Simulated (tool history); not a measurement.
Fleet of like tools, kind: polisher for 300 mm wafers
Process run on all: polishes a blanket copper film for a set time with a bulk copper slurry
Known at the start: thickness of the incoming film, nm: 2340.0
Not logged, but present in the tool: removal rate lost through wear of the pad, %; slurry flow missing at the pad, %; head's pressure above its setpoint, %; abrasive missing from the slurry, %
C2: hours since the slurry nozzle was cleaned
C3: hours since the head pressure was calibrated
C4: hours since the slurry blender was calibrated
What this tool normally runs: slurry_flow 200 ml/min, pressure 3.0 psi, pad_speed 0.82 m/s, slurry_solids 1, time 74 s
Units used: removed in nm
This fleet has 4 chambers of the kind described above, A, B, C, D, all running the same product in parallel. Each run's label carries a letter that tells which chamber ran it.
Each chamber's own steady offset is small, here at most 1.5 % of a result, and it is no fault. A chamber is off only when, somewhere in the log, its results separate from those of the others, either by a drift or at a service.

-- day=0.212 chamber A: worn pad replaced by a new one
run 1D day=0.279 | slurry_flow=200 pressure=3.0 pad_speed=0.82 slurry_solids=1 time=74 | wafers_polished_on_this_pad=333 C2=445.3 C3=139.6 C4=175.6 | removed=530.96
run 2C day=0.538 | slurry_flow=200 pressure=3.0 pad_speed=0.82 slurry_solids=1 time=74 | wafers_polished_on_this_pad=413 C2=513.4 C3=886.8 C4=451.4 | removed=532.07
run 3B day=0.888 | slurry_flow=200 pressure=3.0 pad_speed=0.82 slurry_solids=1 time=74 | wafers_polished_on_this_pad=643 C2=357.3 C3=79.8 C4=102.1 | removed=535.78
-- day=1.121 chamber A: slurry nozzle cleaned
run 4A day=1.246 | slurry_flow=200 pressure=3.0 pad_speed=0.82 slurry_solids=1 time=74 | wafers_polished_on_this_pad=282 C2=3.1 C3=280.8 C4=177.6 | removed=534.83
-- day=1.421 chamber B: worn pad replaced by a new one
run 5C day=1.692 | slurry_flow=200 pressure=3.0 pad_speed=0.82 slurry_solids=1 time=64 | wafers_polished_on_this_pad=728 C2=541.1 C3=914.5 C4=479.1 | removed=452.02
-- day=1.888 chamber C: worn pad replaced by a new one
run 6B day=1.996 | slurry_flow=200 pressure=3.0 pad_speed=0.82 slurry_solids=1 time=64 | wafers_polished_on_this_pad=157 C2=383.9 C3=106.4 C4=128.7 | removed=461.99
run 7A day=2.221 | slurry_flow=200 pressure=3.0 pad_speed=0.82 slurry_solids=1 time=64 | wafers_polished_on_this_pad=549 C2=26.5 C3=304.2 C4=201.0 | removed=467.12
-- day=2.271 chamber A: slurry blender recalibrated
-- day=2.367 chamber C: slurry blender recalibrated
-- day=2.642 chamber D: slurry nozzle cleaned
run 8D day=2.662 | slurry_flow=200 pressure=3.0 pad_speed=0.82 slurry_solids=1 time=64 | wafers_polished_on_this_pad=984 C2=0.6 C3=196.8 C4=232.8 | removed=458.90
-- day=2.888 chamber D: worn pad replaced by a new one
run 9B day=3.142 | slurry_flow=200 pressure=3.0 pad_speed=0.82 slurry_solids=1 time=74 | wafers_polished_on_this_pad=470 C2=411.4 C3=133.9 C4=156.2 | removed=542.26
-- day=3.288 chamber D: slurry blender recalibrated
run 10D day=3.604 | slurry_flow=200 pressure=3.0 pad_speed=0.82 slurry_solids=1 time=74 | wafers_polished_on_this_pad=196 C2=23.2 C3=219.4 C4=7.6 | removed=525.89
-- day=3.742 chamber A: worn pad replaced by a new one
run 11C day=3.958 | slurry_flow=200 pressure=3.0 pad_speed=0.82 slurry_solids=1 time=74 | wafers_polished_on_this_pad=566 C2=595.5 C3=968.9 C4=38.3 | removed=529.98
run 12A day=4.300 | slurry_flow=200 pressure=3.0 pad_speed=0.82 slurry_solids=1 time=74 | wafers_polished_on_this_pad=153 C2=76.4 C3=354.1 C4=48.7 | removed=525.29
-- day=4.450 chamber B: slurry nozzle cleaned
-- day=4.596 chamber B: worn pad replaced by a new one
run 13C day=4.708 | slurry_flow=200 pressure=3.0 pad_speed=0.82 slurry_solids=1 time=74 | wafers_polished_on_this_pad=771 C2=613.5 C3=986.9 C4=56.3 | removed=520.71
-- day=4.721 chamber C: head pressure recalibrated
-- day=4.954 chamber C: worn pad replaced by a new one
run 14D day=5.096 | slurry_flow=200 pressure=3.0 pad_speed=0.82 slurry_solids=1 time=74 | wafers_polished_on_this_pad=604 C2=59.0 C3=255.2 C4=43.4 | removed=532.32
run 15B day=5.433 | slurry_flow=200 pressure=3.0 pad_speed=0.82 slurry_solids=1 time=74 | wafers_polished_on_this_pad=229 C2=23.6 C3=188.9 C4=211.2 | removed=537.25
-- day=5.854 chamber D: worn pad replaced by a new one
run 16A day=5.921 | slurry_flow=200 pressure=3.0 pad_speed=0.82 slurry_solids=1 time=74 | wafers_polished_on_this_pad=596 C2=115.3 C3=393.0 C4=87.6 | removed=532.16
-- day=6.154 chamber B: slurry blender recalibrated
run 17B day=6.258 | slurry_flow=200 pressure=3.0 pad_speed=0.82 slurry_solids=1 time=74 | wafers_polished_on_this_pad=455 C2=43.4 C3=208.7 C4=2.6 | removed=532.15
run 18D day=6.500 | slurry_flow=200 pressure=3.0 pad_speed=0.82 slurry_solids=1 time=74 | wafers_polished_on_this_pad=177 C2=92.7 C3=288.9 C4=77.1 | removed=527.47
-- day=6.750 chamber A: worn pad replaced by a new one
run 19A day=6.883 | slurry_flow=200 pressure=3.0 pad_speed=0.82 slurry_solids=1 time=74 | wafers_polished_on_this_pad=37 C2=138.4 C3=416.1 C4=110.7 | removed=530.72
run 20C day=7.112 | slurry_flow=200 pressure=3.0 pad_speed=0.82 slurry_solids=1 time=74 | wafers_polished_on_this_pad=590 C2=671.2 C3=57.4 C4=114.0 | removed=581.51
run 21A day=7.583 | slurry_flow=200 pressure=3.0 pad_speed=0.82 slurry_solids=1 time=74 | wafers_polished_on_this_pad=228 C2=155.2 C3=432.9 C4=127.5 | removed=533.31
-- day=7.704 chamber B: worn pad replaced by a new one
-- day=7.858 chamber C: worn pad replaced by a new one
run 22C day=8.021 | slurry_flow=200 pressure=3.0 pad_speed=0.82 slurry_solids=1 time=74 | wafers_polished_on_this_pad=44 C2=693.0 C3=79.2 C4=135.8 | removed=588.87
run 23B day=8.458 | slurry_flow=200 pressure=3.0 pad_speed=0.82 slurry_solids=1 time=74 | wafers_polished_on_this_pad=206 C2=96.2 C3=261.5 C4=55.4 | removed=535.89
run 24D day=8.888 | slurry_flow=200 pressure=2.1 pad_speed=0.82 slurry_solids=1 time=60 | wafers_polished_on_this_pad=829 C2=150.0 C3=346.2 C4=134.4 | removed=298.93
run 25D day=9.312 | slurry_flow=200 pressure=2.1 pad_speed=0.82 slurry_solids=1 time=60 | wafers_polished_on_this_pad=945 C2=160.2 C3=356.4 C4=144.6 | removed=296.10
-- day=9.342 chamber D: worn pad replaced by a new one
run 26C day=9.754 | slurry_flow=200 pressure=2.1 pad_speed=0.82 slurry_solids=1 time=60 | wafers_polished_on_this_pad=518 C2=734.6 C3=120.8 C4=177.4 | removed=330.76
run 27B day=10.096 | slurry_flow=200 pressure=2.1 pad_speed=0.82 slurry_solids=1 time=60 | wafers_polished_on_this_pad=653 C2=135.5 C3=300.8 C4=94.7 | removed=304.04
-- day=10.196 chamber A: worn pad replaced by a new one
-- day=10.454 chamber B: worn pad replaced by a new one
-- day=10.525 chamber C: worn pad replaced by a new one
run 28A day=10.529 | slurry_flow=200 pressure=3.0 pad_speed=0.82 slurry_solids=1 time=74 | wafers_polished_on_this_pad=91 C2=225.9 C3=503.6 C4=198.2 | removed=526.75
run 29B day=10.950 | slurry_flow=200 pressure=3.0 pad_speed=0.82 slurry_solids=1 time=74 | wafers_polished_on_this_pad=135 C2=156.0 C3=321.3 C4=115.2 | removed=532.37
run 30C day=11.458 | slurry_flow=200 pressure=3.0 pad_speed=0.82 slurry_solids=1 time=74 | wafers_polished_on_this_pad=255 C2=775.5 C3=161.7 C4=218.3 | removed=577.96
-- day=11.579 chamber A: slurry blender recalibrated
run 31D day=11.858 | slurry_flow=200 pressure=3.0 pad_speed=0.82 slurry_solids=1 time=74 | wafers_polished_on_this_pad=688 C2=221.3 C3=417.5 C4=205.7 | removed=533.29
run 32A day=12.321 | slurry_flow=200 pressure=3.0 pad_speed=0.82 slurry_solids=1 time=74 | wafers_polished_on_this_pad=581 C2=268.9 C3=546.6 C4=17.9 | removed=533.82
-- day=12.462 chamber D: worn pad replaced by a new one
run 33D day=12.783 | slurry_flow=200 pressure=3.0 pad_speed=0.82 slurry_solids=1 time=74 | wafers_polished_on_this_pad=87 C2=243.5 C3=439.7 C4=227.9 | removed=525.02
-- day=13.033 chamber C: worn pad replaced by a new one
run 34B day=13.058 | slurry_flow=200 pressure=3.0 pad_speed=0.82 slurry_solids=1 time=74 | wafers_polished_on_this_pad=711 C2=206.6 C3=371.9 C4=165.8 | removed=537.14
-- day=13.158 chamber B: worn pad replaced by a new one
run 35A day=13.342 | slurry_flow=200 pressure=3.0 pad_speed=0.82 slurry_solids=1 time=74 | wafers_polished_on_this_pad=859 C2=293.4 C3=571.1 C4=42.4 | removed=529.26
run 36C day=13.621 | slurry_flow=200 pressure=3.0 pad_speed=0.82 slurry_solids=1 time=74 | wafers_polished_on_this_pad=161 C2=827.4 C3=213.6 C4=270.2 | removed=578.41
-- day=13.658 chamber A: worn pad replaced by a new one
run 37C day=13.946 | slurry_flow=200 pressure=3.0 pad_speed=0.82 slurry_solids=1 time=74 | wafers_polished_on_this_pad=250 C2=835.2 C3=221.4 C4=278.0 | removed=588.58
run 38A day=14.188 | slurry_flow=200 pressure=3.0 pad_speed=0.74 slurry_solids=1 time=51 | wafers_polished_on_this_pad=145 C2=313.7 C3=591.4 C4=62.7 | removed=331.58
run 39B day=14.692 | slurry_flow=200 pressure=3.0 pad_speed=0.74 slurry_solids=1 time=51 | wafers_polished_on_this_pad=419 C2=245.8 C3=411.1 C4=205.0 | removed=328.50

Each of the 4 chambers runs these same settings next. Fill in every chamber's results:
run 40A day=15.062 | slurry_flow=200 pressure=3.0 pad_speed=0.82 slurry_solids=1 time=62 | removed=?
run 40B day=15.062 | slurry_flow=200 pressure=3.0 pad_speed=0.82 slurry_solids=1 time=62 | removed=?
run 40C day=15.062 | slurry_flow=200 pressure=3.0 pad_speed=0.82 slurry_solids=1 time=62 | removed=?
run 40D day=15.062 | slurry_flow=200 pressure=3.0 pad_speed=0.82 slurry_solids=1 time=62 | removed=?

run=40A removed=446.76
run=40B removed=453.69
run=40C removed=493.41
run=40D removed=431.81
